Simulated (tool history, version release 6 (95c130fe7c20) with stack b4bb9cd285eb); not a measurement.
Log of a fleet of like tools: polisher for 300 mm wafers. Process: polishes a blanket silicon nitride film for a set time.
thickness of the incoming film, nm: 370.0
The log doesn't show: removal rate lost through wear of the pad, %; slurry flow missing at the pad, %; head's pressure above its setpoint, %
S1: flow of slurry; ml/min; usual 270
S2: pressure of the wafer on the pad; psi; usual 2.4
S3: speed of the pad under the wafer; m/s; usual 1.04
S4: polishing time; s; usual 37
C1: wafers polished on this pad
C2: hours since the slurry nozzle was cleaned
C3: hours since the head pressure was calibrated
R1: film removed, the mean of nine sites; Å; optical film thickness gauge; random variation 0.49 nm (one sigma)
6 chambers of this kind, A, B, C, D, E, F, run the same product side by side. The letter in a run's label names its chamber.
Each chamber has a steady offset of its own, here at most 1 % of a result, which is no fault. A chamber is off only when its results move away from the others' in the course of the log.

run	hour	S1	S2	S3	S4	C1	C2	C3	R1
1E	9.3	270	2.4	1.04	37	887	71.4	737.9	414.82
# hour 13.7: chamber A: worn pad replaced by a new one
2C	19.6	270	2.4	1.04	37	567	130.8	565.6	419.19
# hour 23.4: chamber D: worn pad replaced by a new one
3A	25.7	270	2.4	1.04	37	160	491.1	351.7	413.91
4B	32.7	270	2.4	1.04	37	692	355.7	528.4	401.86
# hour 41.5: chamber C: worn pad replaced by a new one
# hour 42.6: chamber E: worn pad replaced by a new one
5D	43.8	270	2.4	1.04	37	272	362.6	819.8	409.52
# hour 52.7: chamber F: worn pad replaced by a new one
6F	56.2	270	2.4	1.04	37	46	464.7	1014.0	404.84
# hour 56.9: chamber B: worn pad replaced by a new one
7B	62.3	270	2.4	1.04	37	72	385.3	558.0	407.95
8E	71.7	270	2.4	0.84	29	388	133.8	800.3	275.20
# hour 76.7: chamber D: slurry nozzle cleaned
9A	81.5	270	2.4	0.84	29	904	546.9	407.5	270.37
10C	94.0	270	2.4	0.84	29	699	205.2	640.0	274.18
# hour 96.9: chamber A: worn pad replaced by a new one
11D	107.2	270	2.4	0.84	29	1117	30.6	883.2	273.44
# hour 112.3: chamber D: worn pad replaced by a new one
12F	113.0	270	2.4	0.84	29	803	521.5	1070.8	269.20
13D	119.5	270	2.4	0.84	29	96	42.9	895.5	273.16
# hour 121.1: chamber C: worn pad replaced by a new one
# hour 121.5: chamber F: worn pad replaced by a new one
# hour 122.5: chamber A: slurry nozzle cleaned
# hour 127.1: chamber B: worn pad replaced by a new one
14B	128.9	270	2.4	1.04	37	24	451.9	624.6	420.74
# hour 131.5: chamber B: head pressure recalibrated
# hour 135.7: chamber E: worn pad replaced by a new one
15E	139.4	270	2.4	1.04	37	49	201.5	868.0	418.59
# hour 140.1: chamber F: head pressure recalibrated
16C	146.8	270	2.4	1.04	37	343	258.0	692.8	413.04
17A	159.8	305	2.4	1.04	37	838	37.3	485.8	412.04
# hour 171.4: chamber A: worn pad replaced by a new one
18F	172.8	305	2.4	1.04	37	684	581.3	32.7	423.24
19E	182.3	305	2.4	1.04	37	621	244.4	910.9	405.55
# hour 192.7: chamber C: worn pad replaced by a new one
20C	193.8	305	2.4	1.04	37	15	305.0	739.8	413.03
21F	201.1	305	2.4	1.04	37	1061	609.6	61.0	411.57
# hour 201.6: chamber B: worn pad replaced by a new one
# hour 203.5: chamber F: worn pad replaced by a new one
# hour 206.6: chamber D: worn pad replaced by a new one
22B	210.7	305	2.4	1.04	37	122	533.7	79.2	414.54
23D	220.5	270	2.4	1.04	37	186	143.9	996.5	419.37
# hour 226.8: chamber A: head pressure recalibrated
# hour 230.5: chamber E: worn pad replaced by a new one
24A	233.0	270	2.4	1.04	37	822	110.5	6.2	414.09
25A	244.2	270	2.4	1.04	37	971	121.7	17.4	415.42
# hour 245.0: chamber A: worn pad replaced by a new one
26E	253.7	270	2.4	1.04	37	309	315.8	982.3	407.63
# hour 263.6: chamber C: worn pad replaced by a new one
27B	265.7	270	2.4	1.04	37	855	588.7	134.2	419.16
28D	273.3	270	2.4	1.04	37	889	196.7	1049.3	414.27
# hour 276.6: chamber F: worn pad replaced by a new one
# hour 278.0: chamber B: worn pad replaced by a new one
29F	280.8	270	2.4	1.04	37	56	689.3	140.7	413.00
30C	292.6	270	2.4	1.04	37	387	403.8	838.6	406.96
# hour 295.6: chamber D: worn pad replaced by a new one
31F	303.6	270	2.4	1.04	37	360	712.1	163.5	410.17
32E	315.1	325	2.7	1.04	37	1128	377.2	1043.7	479.13
# hour 320.5: chamber A: worn pad replaced by a new one
33C	326.2	325	2.7	1.04	37	835	437.4	872.2	479.26
34D	334.6	325	2.7	1.04	37	520	258.0	1110.6	476.34
35B	345.0	325	2.7	1.04	37	893	668.0	213.5	467.91
# hour 346.4: chamber B: worn pad replaced by a new one
36A	350.9	325	2.7	1.04	37	406	228.4	124.1	461.07
37A	359.5	325	2.7	1.04	37	520	237.0	132.7	470.39
# hour 359.8: chamber F: worn pad replaced by a new one
38F	366.7	270	2.4	1.04	37	92	775.2	226.6	411.29
39B	378.5	270	2.4	1.04	37	428	701.5	247.0	411.97

Is one chamber off against the others, does the gauge drift, or is nothing wrong? If a chamber is off, say which, and what the likeliest cause is.

No chamber stands off beyond its own small offset, and the gauge holds steady.

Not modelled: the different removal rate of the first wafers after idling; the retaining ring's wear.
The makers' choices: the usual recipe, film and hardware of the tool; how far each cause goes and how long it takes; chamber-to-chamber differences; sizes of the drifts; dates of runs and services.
